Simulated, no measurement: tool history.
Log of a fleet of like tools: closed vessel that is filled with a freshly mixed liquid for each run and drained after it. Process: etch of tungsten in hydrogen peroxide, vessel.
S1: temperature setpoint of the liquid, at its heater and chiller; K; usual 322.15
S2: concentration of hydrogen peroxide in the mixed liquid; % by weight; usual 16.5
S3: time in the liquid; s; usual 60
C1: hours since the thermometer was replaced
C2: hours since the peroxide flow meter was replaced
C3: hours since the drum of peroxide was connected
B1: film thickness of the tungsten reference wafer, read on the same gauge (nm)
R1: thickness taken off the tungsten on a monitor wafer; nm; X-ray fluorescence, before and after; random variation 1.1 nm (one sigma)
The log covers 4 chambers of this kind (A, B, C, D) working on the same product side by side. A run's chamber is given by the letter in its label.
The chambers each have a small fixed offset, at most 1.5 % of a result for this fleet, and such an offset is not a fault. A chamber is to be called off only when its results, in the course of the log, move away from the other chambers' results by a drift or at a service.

run     day      S1    S2  S3      C1      C2     C3      B1      R1
 1B    0.45  322.15  16.5  60  2719.8   815.6  846.9  130.03  142.31
 2C   0.888  322.15  16.5  60   982.2   442.4  806.7  129.99  145.37
 3A   1.292  322.15  16.5  60   451.3   616.7  143.3     130   142.8
 4D   1.588  322.15  16.5  60     352  1019.1  204.2     130   140.7
 5A   2.158  322.15  16.5  60   472.1   637.5  164.1  130.01  139.27
 6B   2.467  322.15  16.5  60  2768.2     864  895.3     130  142.89
 7D   2.946  322.15  16.5  60   384.6  1051.7  236.8     130  141.99
 8C   3.354  322.15  16.5  60  1041.4   501.6  865.9  130.02  142.41
 9D   3.721  322.15  16.5  60   403.2  1070.3  255.4  129.99  139.72
      4.038  -- chamber C: new drum of peroxide connected
10B   4.071  322.15  16.5  60  2806.7   902.5  933.8  129.98  142.26
        4.5  -- chamber D: peroxide flow meter replaced
11C   4.579  322.15  16.5  60  1070.8     531   13.1  130.02  141.18
12A   5.021  322.15  16.5  30   540.8   706.2  232.8  130.01  72.015
13A   5.579  322.15  16.5  30   554.2   719.6  246.2  130.01  71.547
14D   6.129  322.15  16.5  30     461    39.2  313.2  129.99  69.438
15B   6.583  322.15  16.5  30    2867   962.8  994.1  129.98  71.684
      6.779  -- chamber B: new drum of peroxide connected
16C   7.033  318.65  16.5  30  1129.7   589.9     72  129.99  54.915
17C    7.45  318.65  16.5  30  1139.7   599.9     82  129.98  55.659
18A   7.838  318.65  16.5  30   608.4   773.8  300.4     130  56.486
19B   8.183  318.65  16.5  30  2905.4  1001.2   33.8  129.98  57.046
20D   8.525  322.15    20  30   518.5    96.7  370.7  129.99  77.534
21A   8.983  322.15    20  30   635.9   801.3  327.9     130   78.74
22D   9.425  322.15    20  30   540.1   118.3  392.3  129.99  77.598
23B   9.838  322.15    20  30  2945.1  1040.9   73.5  129.99  78.152
24C  10.258  322.15  16.5  60  1207.1   667.3  149.4  129.99  135.07
     10.338  -- chamber D: thermometer replaced
25D  10.658  322.15  16.5  60     7.8   147.9  421.9     130  141.36
     11.029  -- chamber A: new drum of peroxide connected
26A  11.171  322.15  16.5  60   688.4   853.8    3.4  130.01  141.59
27B  11.567  322.15  16.5  60  2986.6  1082.4    115  129.99  143.62
28C  11.938  322.15  16.5  60  1247.4   707.6  189.7  129.98  134.16
29D  12.279  322.15  16.5  60    46.7   186.8  460.8     130  140.89

All 4 chambers run these settings next. Forecast each chamber's results:
30A  12.688  322.15  16.5  60                   ?
30B  12.688  322.15  16.5  60                   ?
30C  12.688  322.15  16.5  60                   ?
30D  12.688  322.15  16.5  60                   ?

run      R1
30A  142.03
30B  142.55
30C  132.29
30D  139.74
